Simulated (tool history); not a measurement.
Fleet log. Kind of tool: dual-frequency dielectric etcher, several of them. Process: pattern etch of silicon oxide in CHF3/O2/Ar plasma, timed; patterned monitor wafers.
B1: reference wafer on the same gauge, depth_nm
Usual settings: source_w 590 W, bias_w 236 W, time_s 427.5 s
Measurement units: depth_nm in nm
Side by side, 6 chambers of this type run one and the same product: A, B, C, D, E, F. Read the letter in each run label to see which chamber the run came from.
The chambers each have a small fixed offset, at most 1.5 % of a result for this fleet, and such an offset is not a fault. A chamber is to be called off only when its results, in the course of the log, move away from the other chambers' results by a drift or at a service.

run 1E hour=5.5 | source_w=590 bias_w=236 time_s=427.5 | B1=1086.5 | depth_nm=913.14
run 2F hour=12.9 | source_w=590 bias_w=236 time_s=427.5 | B1=1086.0 | depth_nm=914.58
run 3D hour=18.8 | source_w=590 bias_w=236 time_s=427.5 | B1=1085.8 | depth_nm=925.41
run 4A hour=24.1 | source_w=590 bias_w=236 time_s=427.5 | B1=1086.0 | depth_nm=926.50
-- hour=27.7 chamber C: wet clean of the chamber
run 5B hour=27.8 | source_w=590 bias_w=178 time_s=427.5 | B1=1085.7 | depth_nm=833.70
run 6C hour=32.8 | source_w=590 bias_w=178 time_s=427.5 | B1=1086.0 | depth_nm=836.74
run 7C hour=39.6 | source_w=590 bias_w=178 time_s=427.5 | B1=1086.0 | depth_nm=838.55
run 8A hour=43.6 | source_w=590 bias_w=178 time_s=427.5 | B1=1086.2 | depth_nm=840.43
run 9D hour=48.2 | source_w=590 bias_w=178 time_s=427.5 | B1=1086.9 | depth_nm=841.71
run 10B hour=56.4 | source_w=590 bias_w=178 time_s=427.5 | B1=1086.2 | depth_nm=832.15
run 11E hour=62.6 | source_w=590 bias_w=236 time_s=427.5 | B1=1086.0 | depth_nm=910.92
run 12F hour=67.5 | source_w=590 bias_w=236 time_s=427.5 | B1=1087.0 | depth_nm=914.44
run 13D hour=73.9 | source_w=590 bias_w=236 time_s=427.5 | B1=1086.4 | depth_nm=931.98
run 14C hour=80.5 | source_w=590 bias_w=236 time_s=427.5 | B1=1086.1 | depth_nm=929.25
run 15E hour=87.0 | source_w=590 bias_w=236 time_s=427.5 | B1=1086.0 | depth_nm=912.90
run 16B hour=91.8 | source_w=590 bias_w=236 time_s=427.5 | B1=1086.7 | depth_nm=918.21
run 17F hour=99.2 | source_w=590 bias_w=236 time_s=427.5 | B1=1086.2 | depth_nm=918.10
run 18A hour=104.5 | source_w=590 bias_w=236 time_s=472.0 | B1=1086.2 | depth_nm=1022.20
run 19C hour=108.5 | source_w=590 bias_w=236 time_s=472.0 | B1=1085.3 | depth_nm=1019.80
-- hour=111.4 chamber A: source power generator calibrated
run 20E hour=115.1 | source_w=590 bias_w=236 time_s=472.0 | B1=1085.8 | depth_nm=1007.80
run 21A hour=118.9 | source_w=590 bias_w=236 time_s=472.0 | B1=1086.0 | depth_nm=1034.70
run 22F hour=122.7 | source_w=590 bias_w=236 time_s=472.0 | B1=1086.6 | depth_nm=1009.20
run 23D hour=129.7 | source_w=590 bias_w=236 time_s=472.0 | B1=1085.5 | depth_nm=1021.20
run 24B hour=136.5 | source_w=720 bias_w=207 time_s=427.5 | B1=1085.8 | depth_nm=950.81
-- hour=140.1 chamber E: wet clean of the chamber
run 25D hour=140.2 | source_w=720 bias_w=207 time_s=427.5 | B1=1086.1 | depth_nm=957.40
run 26E hour=144.0 | source_w=720 bias_w=207 time_s=427.5 | B1=1086.4 | depth_nm=936.83
run 27F hour=147.6 | source_w=720 bias_w=207 time_s=427.5 | B1=1085.6 | depth_nm=944.99
run 28A hour=151.3 | source_w=720 bias_w=207 time_s=427.5 | B1=1085.4 | depth_nm=967.03
run 29B hour=156.4 | source_w=720 bias_w=207 time_s=427.5 | B1=1085.4 | depth_nm=945.38
run 30C hour=162.7 | source_w=590 bias_w=236 time_s=427.5 | B1=1085.6 | depth_nm=923.92
run 31A hour=170.4 | source_w=590 bias_w=236 time_s=427.5 | B1=1086.1 | depth_nm=942.47
run 32F hour=174.7 | source_w=590 bias_w=236 time_s=427.5 | B1=1086.1 | depth_nm=919.07
run 33C hour=179.8 | source_w=590 bias_w=236 time_s=427.5 | B1=1085.8 | depth_nm=927.10
run 34D hour=184.2 | source_w=590 bias_w=236 time_s=427.5 | B1=1086.6 | depth_nm=925.48
run 35E hour=190.2 | source_w=590 bias_w=236 time_s=427.5 | B1=1085.6 | depth_nm=910.09
-- hour=193.0 chamber B: wet clean of the chamber
run 36B hour=196.5 | source_w=590 bias_w=236 time_s=427.5 | B1=1085.4 | depth_nm=918.56
run 37F hour=204.3 | source_w=590 bias_w=236 time_s=427.5 | B1=1086.1 | depth_nm=920.31
run 38B hour=209.2 | source_w=590 bias_w=236 time_s=427.5 | B1=1086.0 | depth_nm=920.85
run 39E hour=217.3 | source_w=590 bias_w=236 time_s=427.5 | B1=1085.8 | depth_nm=911.84
run 40D hour=222.5 | source_w=590 bias_w=236 time_s=427.5 | B1=1085.8 | depth_nm=927.28
run 41C hour=229.3 | source_w=590 bias_w=236 time_s=427.5 | B1=1086.0 | depth_nm=922.45

Next, all 6 chambers run the settings below, one line each with question marks for the results. What does each chamber give?
run 42A hour=235.1 | source_w=590 bias_w=236 time_s=356.5 | depth_nm=?
run 42B hour=235.1 | source_w=590 bias_w=236 time_s=356.5 | depth_nm=?
run 42C hour=235.1 | source_w=590 bias_w=236 time_s=356.5 | depth_nm=?
run 42D hour=235.1 | source_w=590 bias_w=236 time_s=356.5 | depth_nm=?
run 42E hour=235.1 | source_w=590 bias_w=236 time_s=356.5 | depth_nm=?
run 42F hour=235.1 | source_w=590 bias_w=236 time_s=356.5 | depth_nm=?

run=42A depth_nm=784.61
run=42B depth_nm=766.75
run=42C depth_nm=770.28
run=42D depth_nm=774.28
run=42E depth_nm=759.73
run=42F depth_nm=761.49
